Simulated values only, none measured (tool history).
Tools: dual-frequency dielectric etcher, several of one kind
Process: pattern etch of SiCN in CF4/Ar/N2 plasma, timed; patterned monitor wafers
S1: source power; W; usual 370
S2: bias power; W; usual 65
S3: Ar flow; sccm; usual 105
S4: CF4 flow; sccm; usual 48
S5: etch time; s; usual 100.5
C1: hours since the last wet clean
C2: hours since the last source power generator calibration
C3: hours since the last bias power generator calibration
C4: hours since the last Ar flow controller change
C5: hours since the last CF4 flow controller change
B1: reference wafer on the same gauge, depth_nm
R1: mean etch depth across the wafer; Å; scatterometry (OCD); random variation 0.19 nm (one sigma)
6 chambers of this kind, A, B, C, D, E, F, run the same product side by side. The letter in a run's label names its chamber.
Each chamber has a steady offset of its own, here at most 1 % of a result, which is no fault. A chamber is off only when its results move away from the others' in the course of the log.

{"run": "1A", "hour": 7.8, "S1": 370, "S2": 65, "S3": 105, "S4": 48, "S5": 100.5, "C1": 283.1, "C2": 4659.5, "C3": 2711.5, "C4": 485.2, "C5": 2263.6, "B1": 67.446, "R1": 660.28}
{"hour": 17.9, "done": "chamber A: source power generator calibrated"}
{"run": "2D", "hour": 18.6, "S1": 370, "S2": 65, "S3": 105, "S4": 48, "S5": 100.5, "C1": 310.3, "C2": 1391.8, "C3": 1396.7, "C4": 1445.8, "C5": 3262.6, "B1": 67.339, "R1": 659.23}
{"run": "3B", "hour": 28.0, "S1": 370, "S2": 65, "S3": 105, "S4": 48, "S5": 100.5, "C1": 293.9, "C2": 153.4, "C3": 2794.7, "C4": 563.1, "C5": 1265.4, "B1": 67.399, "R1": 655.83}
{"run": "4F", "hour": 35.6, "S1": 370, "S2": 65, "S3": 105, "S4": 48, "S5": 100.5, "C1": 361.8, "C2": 2395.9, "C3": 2567.4, "C4": 534.9, "C5": 2758.3, "B1": 67.42, "R1": 653.89}
{"run": "5C", "hour": 41.3, "S1": 370, "S2": 65, "S3": 105, "S4": 48, "S5": 100.5, "C1": 162.0, "C2": 2767.9, "C3": 1857.0, "C4": 1970.2, "C5": 652.6, "B1": 67.401, "R1": 657.71}
{"run": "6E", "hour": 50.0, "S1": 370, "S2": 65, "S3": 105, "S4": 48, "S5": 100.5, "C1": 99.7, "C2": 511.1, "C3": 987.9, "C4": 2026.9, "C5": 773.8, "B1": 67.362, "R1": 650.92}
{"run": "7E", "hour": 57.9, "S1": 370, "S2": 65, "S3": 105, "S4": 48, "S5": 100.5, "C1": 107.6, "C2": 519.0, "C3": 995.8, "C4": 2034.8, "C5": 781.7, "B1": 67.407, "R1": 652.6}
{"run": "8F", "hour": 65.8, "S1": 370, "S2": 65, "S3": 105, "S4": 48, "S5": 100.5, "C1": 392.0, "C2": 2426.1, "C3": 2597.6, "C4": 565.1, "C5": 2788.5, "B1": 67.401, "R1": 660.35}
{"run": "9A", "hour": 72.4, "S1": 370, "S2": 65, "S3": 105, "S4": 48, "S5": 100.5, "C1": 347.7, "C2": 54.6, "C3": 2776.1, "C4": 549.8, "C5": 2328.2, "B1": 67.396, "R1": 660.17}
{"run": "10C", "hour": 82.3, "S1": 370, "S2": 54, "S3": 105, "S4": 48, "S5": 72.5, "C1": 203.0, "C2": 2808.9, "C3": 1898.0, "C4": 2011.2, "C5": 693.6, "B1": 67.411, "R1": 441.49}
{"run": "11D", "hour": 91.3, "S1": 370, "S2": 54, "S3": 105, "S4": 48, "S5": 72.5, "C1": 383.0, "C2": 1464.5, "C3": 1469.4, "C4": 1518.5, "C5": 3335.3, "B1": 67.413, "R1": 440.66}
{"hour": 92.5, "done": "chamber F: wet clean of the chamber"}
{"run": "12B", "hour": 102.3, "S1": 370, "S2": 54, "S3": 105, "S4": 48, "S5": 72.5, "C1": 368.2, "C2": 227.7, "C3": 2869.0, "C4": 637.4, "C5": 1339.7, "B1": 67.428, "R1": 443.2}
{"run": "13B", "hour": 111.0, "S1": 370, "S2": 54, "S3": 105, "S4": 48, "S5": 72.5, "C1": 376.9, "C2": 236.4, "C3": 2877.7, "C4": 646.1, "C5": 1348.4, "B1": 67.408, "R1": 440.15}
{"run": "14E", "hour": 119.3, "S1": 370, "S2": 54, "S3": 105, "S4": 48, "S5": 72.5, "C1": 169.0, "C2": 580.4, "C3": 1057.2, "C4": 2096.2, "C5": 843.1, "B1": 67.416, "R1": 440.6}
{"hour": 121.8, "done": "chamber C: source power generator calibrated"}
{"run": "15C", "hour": 126.5, "S1": 370, "S2": 54, "S3": 105, "S4": 48, "S5": 72.5, "C1": 247.2, "C2": 4.7, "C3": 1942.2, "C4": 2055.4, "C5": 737.8, "B1": 67.408, "R1": 441.37}
{"run": "16D", "hour": 131.9, "S1": 370, "S2": 65, "S3": 105, "S4": 48, "S5": 100.5, "C1": 423.6, "C2": 1505.1, "C3": 1510.0, "C4": 1559.1, "C5": 3375.9, "B1": 67.415, "R1": 657.62}
{"hour": 141.3, "done": "chamber D: wet clean of the chamber"}
{"run": "17A", "hour": 142.0, "S1": 370, "S2": 65, "S3": 105, "S4": 48, "S5": 100.5, "C1": 417.3, "C2": 124.2, "C3": 2845.7, "C4": 619.4, "C5": 2397.8, "B1": 67.388, "R1": 656.46}
{"run": "18F", "hour": 151.5, "S1": 370, "S2": 65, "S3": 105, "S4": 48, "S5": 100.5, "C1": 59.0, "C2": 2511.8, "C3": 2683.3, "C4": 650.8, "C5": 2874.2, "B1": 67.376, "R1": 649.96}
{"run": "19F", "hour": 158.3, "S1": 370, "S2": 65, "S3": 105, "S4": 48, "S5": 100.5, "C1": 65.8, "C2": 2518.6, "C3": 2690.1, "C4": 657.6, "C5": 2881.0, "B1": 67.41, "R1": 649.81}
{"hour": 165.1, "done": "chamber B: wet clean of the chamber"}
{"run": "20C", "hour": 165.7, "S1": 400, "S2": 65, "S3": 105, "S4": 48, "S5": 112.0, "C1": 286.4, "C2": 43.9, "C3": 1981.4, "C4": 2094.6, "C5": 777.0, "B1": 67.378, "R1": 778.69}
{"run": "21A", "hour": 171.5, "S1": 400, "S2": 65, "S3": 105, "S4": 48, "S5": 112.0, "C1": 446.8, "C2": 153.7, "C3": 2875.2, "C4": 648.9, "C5": 2427.3, "B1": 67.385, "R1": 785.87}
{"run": "22D", "hour": 183.4, "S1": 400, "S2": 65, "S3": 105, "S4": 48, "S5": 112.0, "C1": 42.2, "C2": 1556.6, "C3": 1561.5, "C4": 1610.6, "C5": 3427.4, "B1": 67.405, "R1": 778.34}
{"run": "23B", "hour": 190.5, "S1": 400, "S2": 65, "S3": 105, "S4": 48, "S5": 112.0, "C1": 25.4, "C2": 315.9, "C3": 2957.2, "C4": 725.6, "C5": 1427.9, "B1": 67.353, "R1": 779.02}
{"run": "24E", "hour": 199.6, "S1": 400, "S2": 65, "S3": 105, "S4": 48, "S5": 112.0, "C1": 249.3, "C2": 660.7, "C3": 1137.5, "C4": 2176.5, "C5": 923.4, "B1": 67.366, "R1": 778.56}
{"run": "25D", "hour": 208.9, "S1": 400, "S2": 65, "S3": 105, "S4": 48, "S5": 112.0, "C1": 67.7, "C2": 1582.1, "C3": 1587.0, "C4": 1636.1, "C5": 3452.9, "B1": 67.369, "R1": 784.56}
{"run": "26A", "hour": 215.0, "S1": 370, "S2": 59, "S3": 127, "S4": 48, "S5": 100.5, "C1": 490.3, "C2": 197.2, "C3": 2918.7, "C4": 692.4, "C5": 2470.8, "B1": 67.403, "R1": 615.32}
{"run": "27F", "hour": 222.8, "S1": 370, "S2": 59, "S3": 127, "S4": 48, "S5": 100.5, "C1": 130.3, "C2": 2583.1, "C3": 2754.6, "C4": 722.1, "C5": 2945.5, "B1": 67.355, "R1": 601.35}
{"run": "28C", "hour": 230.1, "S1": 370, "S2": 59, "S3": 127, "S4": 48, "S5": 100.5, "C1": 350.8, "C2": 108.3, "C3": 2045.8, "C4": 2159.0, "C5": 841.4, "B1": 67.425, "R1": 611.83}
{"run": "29E", "hour": 238.4, "S1": 370, "S2": 59, "S3": 127, "S4": 48, "S5": 100.5, "C1": 288.1, "C2": 699.5, "C3": 1176.3, "C4": 2215.3, "C5": 962.2, "B1": 67.37, "R1": 610.91}
{"run": "30B", "hour": 247.4, "S1": 370, "S2": 59, "S3": 127, "S4": 48, "S5": 100.5, "C1": 82.3, "C2": 372.8, "C3": 3014.1, "C4": 782.5, "C5": 1484.8, "B1": 67.386, "R1": 611.16}
{"run": "31B", "hour": 256.1, "S1": 370, "S2": 59, "S3": 127, "S4": 48, "S5": 100.5, "C1": 91.0, "C2": 381.5, "C3": 3022.8, "C4": 791.2, "C5": 1493.5, "B1": 67.409, "R1": 609.67}
{"run": "32A", "hour": 267.8, "S1": 370, "S2": 65, "S3": 105, "S4": 48, "S5": 100.5, "C1": 543.1, "C2": 250.0, "C3": 2971.5, "C4": 745.2, "C5": 2523.6, "B1": 67.396, "R1": 659.22}
{"run": "33E", "hour": 273.2, "S1": 370, "S2": 65, "S3": 105, "S4": 48, "S5": 100.5, "C1": 322.9, "C2": 734.3, "C3": 1211.1, "C4": 2250.1, "C5": 997.0, "B1": 67.402, "R1": 652.49}
{"run": "34D", "hour": 280.6, "S1": 370, "S2": 65, "S3": 105, "S4": 48, "S5": 100.5, "C1": 139.4, "C2": 1653.8, "C3": 1658.7, "C4": 1707.8, "C5": 3524.6, "B1": 67.418, "R1": 654.05}
{"run": "35C", "hour": 286.2, "S1": 370, "S2": 65, "S3": 105, "S4": 48, "S5": 100.5, "C1": 406.9, "C2": 164.4, "C3": 2101.9, "C4": 2215.1, "C5": 897.5, "B1": 67.46, "R1": 653.83}
{"run": "36F", "hour": 297.8, "S1": 370, "S2": 65, "S3": 105, "S4": 48, "S5": 100.5, "C1": 205.3, "C2": 2658.1, "C3": 2829.6, "C4": 797.1, "C5": 3020.5, "B1": 67.436, "R1": 635.34}

All 6 chambers run these settings next. Forecast each chamber's results:
{"run": "37A", "hour": 306.3, "S1": 370, "S2": 65, "S3": 105, "S4": 48, "S5": 89.0, "R1": "?"}
{"run": "37B", "hour": 306.3, "S1": 370, "S2": 65, "S3": 105, "S4": 48, "S5": 89.0, "R1": "?"}
{"run": "37C", "hour": 306.3, "S1": 370, "S2": 65, "S3": 105, "S4": 48, "S5": 89.0, "R1": "?"}
{"run": "37D", "hour": 306.3, "S1": 370, "S2": 65, "S3": 105, "S4": 48, "S5": 89.0, "R1": "?"}
{"run": "37E", "hour": 306.3, "S1": 370, "S2": 65, "S3": 105, "S4": 48, "S5": 89.0, "R1": "?"}
{"run": "37F", "hour": 306.3, "S1": 370, "S2": 65, "S3": 105, "S4": 48, "S5": 89.0, "R1": "?"}

run=37A R1=584.13
run=37B R1=581.07
run=37C R1=580.25
run=37D R1=579.63
run=37E R1=581.86
run=37F R1=562.69

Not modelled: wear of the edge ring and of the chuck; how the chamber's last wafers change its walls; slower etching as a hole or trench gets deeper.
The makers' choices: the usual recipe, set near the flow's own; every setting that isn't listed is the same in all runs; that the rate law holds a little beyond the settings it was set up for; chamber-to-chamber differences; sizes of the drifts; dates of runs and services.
